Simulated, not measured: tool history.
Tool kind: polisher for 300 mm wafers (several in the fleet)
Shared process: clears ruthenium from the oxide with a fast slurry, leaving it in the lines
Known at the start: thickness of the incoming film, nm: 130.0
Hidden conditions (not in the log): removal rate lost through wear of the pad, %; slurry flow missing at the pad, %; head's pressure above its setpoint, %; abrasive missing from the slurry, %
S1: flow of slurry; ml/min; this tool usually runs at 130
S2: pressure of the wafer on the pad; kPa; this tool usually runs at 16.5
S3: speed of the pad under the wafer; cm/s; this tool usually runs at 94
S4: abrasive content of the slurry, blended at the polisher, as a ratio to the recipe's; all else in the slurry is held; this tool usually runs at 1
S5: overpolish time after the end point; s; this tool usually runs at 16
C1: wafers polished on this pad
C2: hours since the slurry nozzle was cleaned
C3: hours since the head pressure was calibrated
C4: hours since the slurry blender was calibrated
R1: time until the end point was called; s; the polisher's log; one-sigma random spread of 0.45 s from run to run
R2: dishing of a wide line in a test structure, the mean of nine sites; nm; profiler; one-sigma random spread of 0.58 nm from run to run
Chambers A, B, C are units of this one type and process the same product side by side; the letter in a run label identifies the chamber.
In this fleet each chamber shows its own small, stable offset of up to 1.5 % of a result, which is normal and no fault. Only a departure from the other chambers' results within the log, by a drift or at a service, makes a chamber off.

-- hour=5.8 chamber B: slurry blender recalibrated
run 1C hour=8.9 | S1=130 S2=16.5 S3=94 S4=1 S5=16 | C1=692 C2=116.7 C3=118.7 C4=238.6 | R1=42.930 R2=39.831
run 2A hour=17.3 | S1=130 S2=16.5 S3=94 S4=1 S5=16 | C1=455 C2=151.3 C3=725.5 C4=230.2 | R1=42.925 R2=40.038
run 3B hour=23.3 | S1=130 S2=16.5 S3=94 S4=1 S5=16 | C1=451 C2=402.4 C3=234.7 C4=17.6 | R1=42.866 R2=39.193
run 4B hour=30.1 | S1=130 S2=16.5 S3=94 S4=1 S5=16 | C1=518 C2=409.2 C3=241.5 C4=24.4 | R1=43.902 R2=40.037
run 5A hour=36.6 | S1=130 S2=16.5 S3=94 S4=1 S5=16 | C1=644 C2=170.6 C3=744.8 C4=249.5 | R1=43.246 R2=40.406
run 6C hour=43.7 | S1=130 S2=16.5 S3=94 S4=1 S5=16 | C1=1033 C2=151.5 C3=153.5 C4=273.4 | R1=43.092 R2=39.928
run 7C hour=51.1 | S1=130 S2=16.5 S3=94 S4=1 S5=16 | C1=1106 C2=158.9 C3=160.9 C4=280.8 | R1=42.522 R2=39.662
run 8A hour=58.3 | S1=130 S2=16.5 S3=94 S4=1 S5=16 | C1=858 C2=192.3 C3=766.5 C4=271.2 | R1=42.619 R2=39.355
-- hour=61.0 chamber B: worn pad replaced by a new one
run 9B hour=63.9 | S1=170 S2=16.5 S3=94 S4=1 S5=16 | C1=28 C2=443.0 C3=275.3 C4=58.2 | R1=40.929 R2=41.956
-- hour=67.4 chamber A: worn pad replaced by a new one
run 10B hour=73.4 | S1=170 S2=16.5 S3=94 S4=1 S5=16 | C1=122 C2=452.5 C3=284.8 C4=67.7 | R1=40.973 R2=41.831
run 11A hour=83.0 | S1=170 S2=16.5 S3=94 S4=1 S5=16 | C1=153 C2=217.0 C3=791.2 C4=295.9 | R1=41.410 R2=41.875
-- hour=84.1 chamber C: worn pad replaced by a new one
run 12C hour=92.6 | S1=130 S2=16.5 S3=94 S4=1 S5=16 | C1=84 C2=200.4 C3=202.4 C4=322.3 | R1=42.290 R2=40.891
run 13C hour=101.0 | S1=130 S2=16.5 S3=94 S4=1 S5=16 | C1=166 C2=208.8 C3=210.8 C4=330.7 | R1=42.767 R2=41.062
run 14A hour=107.8 | S1=130 S2=16.5 S3=94 S4=1 S5=16 | C1=396 C2=241.8 C3=816.0 C4=320.7 | R1=42.662 R2=40.654
run 15B hour=116.0 | S1=130 S2=16.5 S3=74 S4=1 S5=16 | C1=540 C2=495.1 C3=327.4 C4=110.3 | R1=55.141 R2=31.511
run 16A hour=125.9 | S1=130 S2=16.5 S3=74 S4=1 S5=16 | C1=574 C2=259.9 C3=834.1 C4=338.8 | R1=55.717 R2=32.312
run 17B hour=133.5 | S1=130 S2=16.5 S3=74 S4=1 S5=16 | C1=712 C2=512.6 C3=344.9 C4=127.8 | R1=55.359 R2=32.216
-- hour=136.7 chamber B: slurry nozzle cleaned
run 18C hour=140.0 | S1=130 S2=16.5 S3=94 S4=1 S5=16 | C1=549 C2=247.8 C3=249.8 C4=369.7 | R1=43.866 R2=40.166
run 19A hour=147.7 | S1=130 S2=16.5 S3=94 S4=1 S5=16 | C1=788 C2=281.7 C3=855.9 C4=360.6 | R1=43.893 R2=39.856
-- hour=155.2 chamber B: worn pad replaced by a new one
run 20B hour=156.2 | S1=130 S2=16.5 S3=94 S4=1 S5=16 | C1=10 C2=19.6 C3=367.6 C4=150.5 | R1=43.625 R2=39.275

Next, all 3 chambers run the settings below, one line each with question marks for the results. What does each chamber give?
run 21A hour=164.8 | S1=130 S2=16.5 S3=94 S4=1 S5=16 | R1=? R2=?
run 21B hour=164.8 | S1=130 S2=16.5 S3=94 S4=1 S5=16 | R1=? R2=?
run 21C hour=164.8 | S1=130 S2=16.5 S3=94 S4=1 S5=16 | R1=? R2=?

run=21A R1=42.507 R2=41.141
run=21B R1=43.289 R2=39.779
run=21C R1=43.062 R2=41.383

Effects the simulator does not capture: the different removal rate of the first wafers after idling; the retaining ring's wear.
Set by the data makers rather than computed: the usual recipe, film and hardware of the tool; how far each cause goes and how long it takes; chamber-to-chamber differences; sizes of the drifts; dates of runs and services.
